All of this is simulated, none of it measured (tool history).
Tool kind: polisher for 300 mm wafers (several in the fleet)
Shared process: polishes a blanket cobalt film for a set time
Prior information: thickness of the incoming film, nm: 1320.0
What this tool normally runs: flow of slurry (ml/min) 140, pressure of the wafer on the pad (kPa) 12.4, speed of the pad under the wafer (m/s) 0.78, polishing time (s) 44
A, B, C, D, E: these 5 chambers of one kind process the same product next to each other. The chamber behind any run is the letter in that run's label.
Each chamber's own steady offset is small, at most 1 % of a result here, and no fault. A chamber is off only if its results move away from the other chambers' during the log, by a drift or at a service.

| run | hour | flow of slurry (ml/min) | pressure of the wafer on the pad (kPa) | speed of the pad under the wafer (m/s) | polishing time (s) | film removed (Å) |
|---|---|---|---|---|---|---|
|  | 4.6 | chamber A: worn pad replaced by a new one |
|  | 9.5 | chamber C: slurry nozzle cleaned |
| 1B | 15.2 | 140 | 12.4 | 0.78 | 44 | 1489.80 |
| 2A | 25.7 | 140 | 12.4 | 0.78 | 44 | 1494.60 |
| 3D | 38.8 | 140 | 12.4 | 0.78 | 44 | 1483.40 |
|  | 42.0 | chamber D: worn pad replaced by a new one |
|  | 45.7 | chamber B: worn pad replaced by a new one |
| 4C | 48.4 | 140 | 12.4 | 0.78 | 44 | 1497.40 |
| 5E | 59.2 | 140 | 12.4 | 0.78 | 44 | 1507.60 |
|  | 59.9 | chamber E: worn pad replaced by a new one |
| 6B | 70.0 | 140 | 12.4 | 0.78 | 44 | 1498.50 |
| 7E | 78.3 | 140 | 12.4 | 0.78 | 44 | 1519.10 |
|  | 85.3 | chamber A: worn pad replaced by a new one |
| 8C | 91.5 | 140 | 12.4 | 0.78 | 44 | 1502.10 |
|  | 101.7 | chamber B: slurry nozzle cleaned |
| 9D | 103.5 | 140 | 12.4 | 0.78 | 44 | 1505.70 |
| 10A | 119.3 | 140 | 12.4 | 0.78 | 44 | 1511.90 |
| 11D | 132.3 | 140 | 12.4 | 0.78 | 44 | 1513.10 |
| 12C | 145.3 | 140 | 12.4 | 0.78 | 44 | 1487.10 |
|  | 151.6 | chamber E: worn pad replaced by a new one |
| 13A | 153.2 | 140 | 12.4 | 0.78 | 44 | 1515.80 |
| 14B | 160.8 | 140 | 12.4 | 0.78 | 54 | 1824.30 |
| 15E | 171.9 | 140 | 12.4 | 0.78 | 54 | 1833.00 |
|  | 173.0 | chamber A: worn pad replaced by a new one |
|  | 176.1 | chamber B: worn pad replaced by a new one |
|  | 179.1 | chamber D: worn pad replaced by a new one |
| 16E | 186.4 | 140 | 12.4 | 0.78 | 54 | 1904.70 |
| 17A | 194.4 | 140 | 12.4 | 0.78 | 54 | 1845.90 |
|  | 200.7 | chamber C: worn pad replaced by a new one |
| 18B | 203.4 | 140 | 12.4 | 0.78 | 54 | 1829.80 |
| 19D | 216.2 | 140 | 12.4 | 0.78 | 44 | 1495.80 |
|  | 225.4 | chamber E: worn pad replaced by a new one |
| 20C | 228.6 | 140 | 12.4 | 0.78 | 44 | 1496.80 |
| 21C | 240.6 | 140 | 12.4 | 0.78 | 44 | 1505.70 |
| 22A | 252.9 | 165 | 12.4 | 0.78 | 44 | 1571.70 |
|  | 255.1 | chamber A: worn pad replaced by a new one |
| 23D | 265.3 | 165 | 12.4 | 0.78 | 44 | 1524.30 |
| 24B | 275.3 | 165 | 12.4 | 0.78 | 44 | 1532.00 |
| 25E | 288.5 | 165 | 12.4 | 0.78 | 44 | 1557.40 |
|  | 292.7 | chamber D: slurry nozzle cleaned |
|  | 299.2 | chamber E: worn pad replaced by a new one |
| 26B | 302.1 | 165 | 12.4 | 0.78 | 44 | 1533.30 |
|  | 306.7 | chamber B: worn pad replaced by a new one |
| 27A | 314.4 | 140 | 12.4 | 0.78 | 44 | 1485.90 |
|  | 325.7 | chamber D: worn pad replaced by a new one |
| 28C | 326.4 | 140 | 12.4 | 0.78 | 44 | 1487.70 |
| 29E | 339.9 | 140 | 14.5 | 0.78 | 54 | 2118.50 |
| 30D | 348.0 | 140 | 14.5 | 0.78 | 54 | 2118.90 |
| 31B | 358.4 | 140 | 14.5 | 0.78 | 54 | 2157.60 |

Has any chamber moved away from the others, gradually or after a service, or does the common gauge drift, or do the chambers differ only by their own small steady offsets? State the chamber and the most likely cause if one applies.

All chambers stay in line apart from their small fixed offsets, and the gauge does not drift.
